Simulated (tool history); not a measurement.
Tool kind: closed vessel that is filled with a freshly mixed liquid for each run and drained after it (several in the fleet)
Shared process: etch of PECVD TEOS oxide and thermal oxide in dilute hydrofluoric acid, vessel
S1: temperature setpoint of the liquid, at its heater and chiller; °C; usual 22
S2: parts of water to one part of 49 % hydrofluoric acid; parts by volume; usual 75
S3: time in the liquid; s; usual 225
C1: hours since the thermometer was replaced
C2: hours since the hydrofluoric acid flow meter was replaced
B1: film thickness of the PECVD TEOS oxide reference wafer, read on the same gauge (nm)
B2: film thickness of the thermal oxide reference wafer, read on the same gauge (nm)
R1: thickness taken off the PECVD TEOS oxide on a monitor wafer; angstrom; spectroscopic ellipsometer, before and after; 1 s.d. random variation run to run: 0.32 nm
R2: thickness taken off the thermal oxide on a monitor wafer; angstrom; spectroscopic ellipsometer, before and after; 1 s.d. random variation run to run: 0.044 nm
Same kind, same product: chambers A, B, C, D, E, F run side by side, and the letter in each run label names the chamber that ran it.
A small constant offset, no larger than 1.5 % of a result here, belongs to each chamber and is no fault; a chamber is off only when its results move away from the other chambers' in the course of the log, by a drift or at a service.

Run 1D, day 0.246: usual settings; C1 516.6; C2 56.5; B1 70.023; B2 60.017. Result: R1 400.38 angstrom, R2 136.32 angstrom.
Run 2B, day 0.517: usual settings; C1 288.7; C2 651.9; B1 69.986; B2 60.039. Result: R1 396.41 angstrom, R2 136.63 angstrom.
Run 3E, day 0.821: usual settings; C1 1061; C2 741.5; B1 69.996; B2 59.983. Result: R1 407.55 angstrom, R2 137.98 angstrom.
Run 4C, day 1.004: usual settings; C1 777; C2 423; B1 70.004; B2 60.004. Result: R1 404.05 angstrom, R2 136 angstrom.
Run 5F, day 1.271: usual settings; C1 793; C2 1389.7; B1 70.004; B2 59.979. Result: R1 411 angstrom, R2 135.81 angstrom.
Run 6A, day 1.538: usual settings; C1 1384.5; C2 120.2; B1 70.022; B2 60.016. Result: R1 406.36 angstrom, R2 138 angstrom.
Run 7D, day 1.779: usual settings; C1 553.4; C2 93.3; B1 69.954; B2 60.008. Result: R1 407.75 angstrom, R2 137.17 angstrom.
Run 8A, day 2.038: usual settings; C1 1396.5; C2 132.2; B1 69.996; B2 59.992. Result: R1 412.82 angstrom, R2 137.51 angstrom.
Run 9F, day 2.35: usual settings; C1 818.9; C2 1415.6; B1 70.017; B2 60.001. Result: R1 408.16 angstrom, R2 135.59 angstrom.
Run 10B, day 2.538: usual settings; C1 337.2; C2 700.4; B1 70.032; B2 60.027. Result: R1 397.14 angstrom, R2 136.44 angstrom.
Run 11E, day 2.783: usual settings; C1 1108.1; C2 788.6; B1 69.968; B2 60.009. Result: R1 402.95 angstrom, R2 136.56 angstrom.
Run 12C, day 3.033: usual settings; C1 825.7; C2 471.7; B1 70.032; B2 59.993. Result: R1 400.2 angstrom, R2 136.56 angstrom.
At day 3.171: chamber F: thermometer replaced.
Run 13F, day 3.25: usual settings; C1 2; C2 1437.2; B1 70.036; B2 60.017. Result: R1 403.75 angstrom, R2 134.87 angstrom.
Run 14C, day 3.575: usual settings; C1 838.7; C2 484.7; B1 69.998; B2 59.978. Result: R1 400.89 angstrom, R2 135.7 angstrom.
Run 15E, day 3.746: usual settings; C1 1131.2; C2 811.7; B1 70.024; B2 59.995. Result: R1 403.64 angstrom, R2 137.19 angstrom.
Run 16B, day 4.054: usual settings; C1 373.6; C2 736.8; B1 70.002; B2 59.996. Result: R1 403.43 angstrom, R2 136.52 angstrom.
Run 17A, day 4.375: usual settings; C1 1452.6; C2 188.3; B1 69.96; B2 59.989. Result: R1 405.78 angstrom, R2 137.27 angstrom.
Run 18D, day 4.521: usual settings; C1 619.2; C2 159.1; B1 69.962; B2 60.015. Result: R1 404.66 angstrom, R2 137.56 angstrom.
Run 19E, day 4.821: usual settings; C1 1157; C2 837.5; B1 70.029; B2 60.022. Result: R1 398.7 angstrom, R2 137.07 angstrom.
Run 20F, day 5.033: usual settings; C1 44.8; C2 1480; B1 69.975; B2 59.983. Result: R1 401.66 angstrom, R2 135.53 angstrom.
Run 21B, day 5.367: usual settings; C1 405.1; C2 768.3; B1 69.994; B2 59.989. Result: R1 403.69 angstrom, R2 136.64 angstrom.
Run 22A, day 5.512: usual settings; C1 1479.9; C2 215.6; B1 69.997; B2 60.008. Result: R1 410.46 angstrom, R2 136.76 angstrom.
Run 23D, day 5.812: usual settings; C1 650.2; C2 190.1; B1 69.985; B2 60.032. Result: R1 406.98 angstrom, R2 136.86 angstrom.
Run 24C, day 6.004: usual settings; C1 897; C2 543; B1 70.007; B2 60.002. Result: R1 404.69 angstrom, R2 136 angstrom.
Run 25C, day 6.225: usual settings; C1 902.3; C2 548.3; B1 70.017; B2 59.992. Result: R1 403.86 angstrom, R2 136.42 angstrom.
Run 26B, day 6.562: usual settings; C1 433.8; C2 797; B1 69.96; B2 60.022. Result: R1 401.7 angstrom, R2 135.94 angstrom.
Run 27A, day 6.783: usual settings; C1 1510.4; C2 246.1; B1 70.001; B2 59.996. Result: R1 396.97 angstrom, R2 137.34 angstrom.
Run 28F, day 7.075: usual settings; C1 93.8; C2 1529; B1 69.963; B2 59.992. Result: R1 408.22 angstrom, R2 135.1 angstrom.
Run 29D, day 7.317: usual settings; C1 686.3; C2 226.2; B1 70.055; B2 59.985. Result: R1 410.8 angstrom, R2 136.71 angstrom.
Run 30E, day 7.525: usual settings; C1 1221.9; C2 902.4; B1 70.043; B2 60.007. Result: R1 403.7 angstrom, R2 136.98 angstrom.
Run 31C, day 7.775: usual settings; C1 939.5; C2 585.5; B1 69.984; B2 60.023. Result: R1 404.42 angstrom, R2 135.56 angstrom.
Run 32D, day 8.088: usual settings; C1 704.8; C2 244.7; B1 70.057; B2 59.991. Result: R1 404.43 angstrom, R2 137.73 angstrom.
Run 33A, day 8.383: usual settings; C1 1548.8; C2 284.5; B1 69.988; B2 59.986. Result: R1 405.46 angstrom, R2 137.67 angstrom.
Run 34E, day 8.675: usual settings; C1 1249.5; C2 930; B1 69.984; B2 59.999. Result: R1 406.21 angstrom, R2 137.5 angstrom.
Run 35F, day 8.954: usual settings; C1 138.9; C2 1574.1; B1 70.019; B2 59.996. Result: R1 401.09 angstrom, R2 136.1 angstrom.
Run 36B, day 9.283: usual settings; C1 499.1; C2 862.3; B1 69.961; B2 59.998. Result: R1 407.27 angstrom, R2 136.28 angstrom.
Run 37B, day 9.617: usual settings but S2 60 parts by volume, S3 305 s; C1 507.1; C2 870.3; B1 69.97; B2 59.987. Result: R1 692.74 angstrom, R2 233.94 angstrom.

The same settings go to every chamber for the next run, one line per chamber below. Forecast the results for each:
Run 38A, day 9.858: usual settings. Result: R1 ?, R2 ?.
Run 38B, day 9.858: usual settings. Result: R1 ?, R2 ?.
Run 38C, day 9.858: usual settings. Result: R1 ?, R2 ?.
Run 38D, day 9.858: usual settings. Result: R1 ?, R2 ?.
Run 38E, day 9.858: usual settings. Result: R1 ?, R2 ?.
Run 38F, day 9.858: usual settings. Result: R1 ?, R2 ?.

run      R1      R2
38A  414.99  137.31
38B  403.74  135.75
38C  401.67  136.85
38D  410.62  137.26
38E  405.63  137.03
38F  400.62   135.8
